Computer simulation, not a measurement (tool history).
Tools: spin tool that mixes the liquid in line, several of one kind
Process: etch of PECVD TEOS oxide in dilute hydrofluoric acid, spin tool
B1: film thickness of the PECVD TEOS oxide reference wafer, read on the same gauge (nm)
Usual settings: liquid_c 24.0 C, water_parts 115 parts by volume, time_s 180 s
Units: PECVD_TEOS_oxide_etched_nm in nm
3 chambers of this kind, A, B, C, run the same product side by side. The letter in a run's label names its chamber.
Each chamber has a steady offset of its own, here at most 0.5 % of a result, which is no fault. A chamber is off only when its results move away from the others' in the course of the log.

{"run": "1B", "day": 0.221, "liquid_c": 24.0, "water_parts": 115, "time_s": 180, "B1": 100.0, "PECVD_TEOS_oxide_etched_nm": 18.436}
{"run": "2A", "day": 0.458, "liquid_c": 24.0, "water_parts": 115, "time_s": 180, "B1": 100.02, "PECVD_TEOS_oxide_etched_nm": 18.343}
{"run": "3C", "day": 0.7, "liquid_c": 24.0, "water_parts": 115, "time_s": 180, "B1": 99.985, "PECVD_TEOS_oxide_etched_nm": 18.524}
{"run": "4A", "day": 0.983, "liquid_c": 24.0, "water_parts": 115, "time_s": 180, "B1": 100.01, "PECVD_TEOS_oxide_etched_nm": 18.371}
{"run": "5B", "day": 1.317, "liquid_c": 24.0, "water_parts": 115, "time_s": 180, "B1": 99.967, "PECVD_TEOS_oxide_etched_nm": 18.51}
{"run": "6C", "day": 1.575, "liquid_c": 24.0, "water_parts": 115, "time_s": 180, "B1": 99.999, "PECVD_TEOS_oxide_etched_nm": 18.285}
{"run": "7A", "day": 1.854, "liquid_c": 24.0, "water_parts": 115, "time_s": 180, "B1": 100.02, "PECVD_TEOS_oxide_etched_nm": 18.289}
{"run": "8C", "day": 2.083, "liquid_c": 24.0, "water_parts": 115, "time_s": 180, "B1": 99.993, "PECVD_TEOS_oxide_etched_nm": 18.223}
{"run": "9B", "day": 2.262, "liquid_c": 24.0, "water_parts": 115, "time_s": 180, "B1": 100.0, "PECVD_TEOS_oxide_etched_nm": 18.647}
{"run": "10C", "day": 2.483, "liquid_c": 24.0, "water_parts": 115, "time_s": 180, "B1": 99.989, "PECVD_TEOS_oxide_etched_nm": 18.322}
{"run": "11A", "day": 2.696, "liquid_c": 24.0, "water_parts": 115, "time_s": 180, "B1": 99.993, "PECVD_TEOS_oxide_etched_nm": 17.964}
{"run": "12B", "day": 2.896, "liquid_c": 24.0, "water_parts": 115, "time_s": 180, "B1": 99.993, "PECVD_TEOS_oxide_etched_nm": 18.355}
{"run": "13B", "day": 3.238, "liquid_c": 19.5, "water_parts": 115, "time_s": 180, "B1": 99.996, "PECVD_TEOS_oxide_etched_nm": 15.53}
{"run": "14A", "day": 3.6, "liquid_c": 19.5, "water_parts": 115, "time_s": 180, "B1": 100.02, "PECVD_TEOS_oxide_etched_nm": 15.254}
{"run": "15C", "day": 3.983, "liquid_c": 19.5, "water_parts": 115, "time_s": 180, "B1": 99.968, "PECVD_TEOS_oxide_etched_nm": 15.375}
{"run": "16B", "day": 4.183, "liquid_c": 24.0, "water_parts": 115, "time_s": 180, "B1": 99.962, "PECVD_TEOS_oxide_etched_nm": 18.792}
{"run": "17C", "day": 4.454, "liquid_c": 24.0, "water_parts": 85, "time_s": 130, "B1": 100.0, "PECVD_TEOS_oxide_etched_nm": 18.686}
{"run": "18A", "day": 4.7, "liquid_c": 24.0, "water_parts": 85, "time_s": 130, "B1": 100.0, "PECVD_TEOS_oxide_etched_nm": 18.688}
{"run": "19B", "day": 4.883, "liquid_c": 24.0, "water_parts": 85, "time_s": 130, "B1": 99.984, "PECVD_TEOS_oxide_etched_nm": 18.984}
{"run": "20A", "day": 5.162, "liquid_c": 24.0, "water_parts": 115, "time_s": 180, "B1": 100.01, "PECVD_TEOS_oxide_etched_nm": 18.226}
{"run": "21C", "day": 5.467, "liquid_c": 22.0, "water_parts": 135, "time_s": 180, "B1": 100.01, "PECVD_TEOS_oxide_etched_nm": 14.357}
{"run": "22B", "day": 5.671, "liquid_c": 22.0, "water_parts": 135, "time_s": 180, "B1": 100.03, "PECVD_TEOS_oxide_etched_nm": 14.156}
{"run": "23A", "day": 5.871, "liquid_c": 22.0, "water_parts": 135, "time_s": 180, "B1": 100.02, "PECVD_TEOS_oxide_etched_nm": 14.091}
{"day": 6.192, "done": "chamber A: thermometer replaced"}
{"run": "24C", "day": 6.246, "liquid_c": 24.0, "water_parts": 115, "time_s": 240, "B1": 100.01, "PECVD_TEOS_oxide_etched_nm": 24.502}
{"run": "25C", "day": 6.638, "liquid_c": 24.0, "water_parts": 115, "time_s": 240, "B1": 100.0, "PECVD_TEOS_oxide_etched_nm": 24.411}
{"run": "26A", "day": 6.946, "liquid_c": 24.0, "water_parts": 115, "time_s": 240, "B1": 99.983, "PECVD_TEOS_oxide_etched_nm": 23.825}
{"run": "27B", "day": 7.25, "liquid_c": 24.0, "water_parts": 115, "time_s": 180, "B1": 100.0, "PECVD_TEOS_oxide_etched_nm": 17.969}
{"run": "28C", "day": 7.479, "liquid_c": 27.0, "water_parts": 60, "time_s": 180, "B1": 100.01, "PECVD_TEOS_oxide_etched_nm": 41.891}
{"run": "29A", "day": 7.862, "liquid_c": 27.0, "water_parts": 60, "time_s": 180, "B1": 100.0, "PECVD_TEOS_oxide_etched_nm": 42.438}
{"run": "30B", "day": 8.179, "liquid_c": 27.0, "water_parts": 60, "time_s": 180, "B1": 99.982, "PECVD_TEOS_oxide_etched_nm": 40.712}
{"run": "31A", "day": 8.488, "liquid_c": 24.0, "water_parts": 115, "time_s": 180, "B1": 100.0, "PECVD_TEOS_oxide_etched_nm": 18.11}
{"run": "32B", "day": 8.888, "liquid_c": 24.0, "water_parts": 115, "time_s": 180, "B1": 100.02, "PECVD_TEOS_oxide_etched_nm": 17.3}
{"run": "33C", "day": 9.246, "liquid_c": 24.0, "water_parts": 115, "time_s": 180, "B1": 99.986, "PECVD_TEOS_oxide_etched_nm": 18.54}
{"run": "34A", "day": 9.512, "liquid_c": 24.0, "water_parts": 115, "time_s": 180, "B1": 99.972, "PECVD_TEOS_oxide_etched_nm": 18.298}
{"run": "35B", "day": 9.725, "liquid_c": 24.0, "water_parts": 115, "time_s": 180, "B1": 100.02, "PECVD_TEOS_oxide_etched_nm": 16.785}
{"day": 9.771, "done": "chamber B: thermometer replaced"}
{"run": "36C", "day": 10.025, "liquid_c": 24.0, "water_parts": 115, "time_s": 180, "B1": 100.0, "PECVD_TEOS_oxide_etched_nm": 18.595}
{"run": "37B", "day": 10.275, "liquid_c": 19.5, "water_parts": 85, "time_s": 180, "B1": 99.986, "PECVD_TEOS_oxide_etched_nm": 19.739}
{"run": "38C", "day": 10.654, "liquid_c": 19.5, "water_parts": 85, "time_s": 180, "B1": 100.01, "PECVD_TEOS_oxide_etched_nm": 21.639}
{"run": "39A", "day": 11.008, "liquid_c": 19.5, "water_parts": 85, "time_s": 180, "B1": 99.988, "PECVD_TEOS_oxide_etched_nm": 21.409}
{"run": "40C", "day": 11.258, "liquid_c": 24.0, "water_parts": 115, "time_s": 180, "B1": 100.0, "PECVD_TEOS_oxide_etched_nm": 17.998}
{"run": "41B", "day": 11.625, "liquid_c": 24.0, "water_parts": 115, "time_s": 180, "B1": 99.989, "PECVD_TEOS_oxide_etched_nm": 16.621}
{"run": "42A", "day": 11.888, "liquid_c": 24.0, "water_parts": 115, "time_s": 180, "B1": 99.988, "PECVD_TEOS_oxide_etched_nm": 18.473}
{"run": "43A", "day": 12.229, "liquid_c": 24.0, "water_parts": 115, "time_s": 180, "B1": 100.01, "PECVD_TEOS_oxide_etched_nm": 18.206}

What goes on in this fleet: one chamber off, a drifting gauge, or nothing beyond the chambers' own small offsets? Name the chamber and the cause, if any.

Chamber B drifts away from the others.
Cause: hydrofluoric acid flow below the setpoint (%) = 10.

Here are 4 candidates for chamber B's next run, each the usual settings with a change, their results left as question marks. Which one brings its results back in line with what the others give on the usual settings?
In line means no further than this from the other chambers' mean on the usual settings: PECVD_TEOS_oxide_etched_nm 0.610 nm
{"run": "44B-1", "day": 12.529, "liquid_c": 24.0, "water_parts": 115, "time_s": 160, "PECVD_TEOS_oxide_etched_nm": "?"}
{"run": "44B-2", "day": 12.529, "liquid_c": 24.0, "water_parts": 110, "time_s": 180, "PECVD_TEOS_oxide_etched_nm": "?"}
{"run": "44B-3", "day": 12.529, "liquid_c": 23.0, "water_parts": 115, "time_s": 180, "PECVD_TEOS_oxide_etched_nm": "?"}
{"run": "44B-4", "day": 12.529, "liquid_c": 24.0, "water_parts": 110, "time_s": 190, "PECVD_TEOS_oxide_etched_nm": "?"}

The other chambers' mean on the usual settings: PECVD_TEOS_oxide_etched_nm 18.279 nm
run=44B-1 PECVD_TEOS_oxide_etched_nm=14.485
run=44B-2 PECVD_TEOS_oxide_etched_nm=17.147
run=44B-3 PECVD_TEOS_oxide_etched_nm=15.666
run=44B-4 PECVD_TEOS_oxide_etched_nm=18.100
44B-4 brings the chamber back in line.
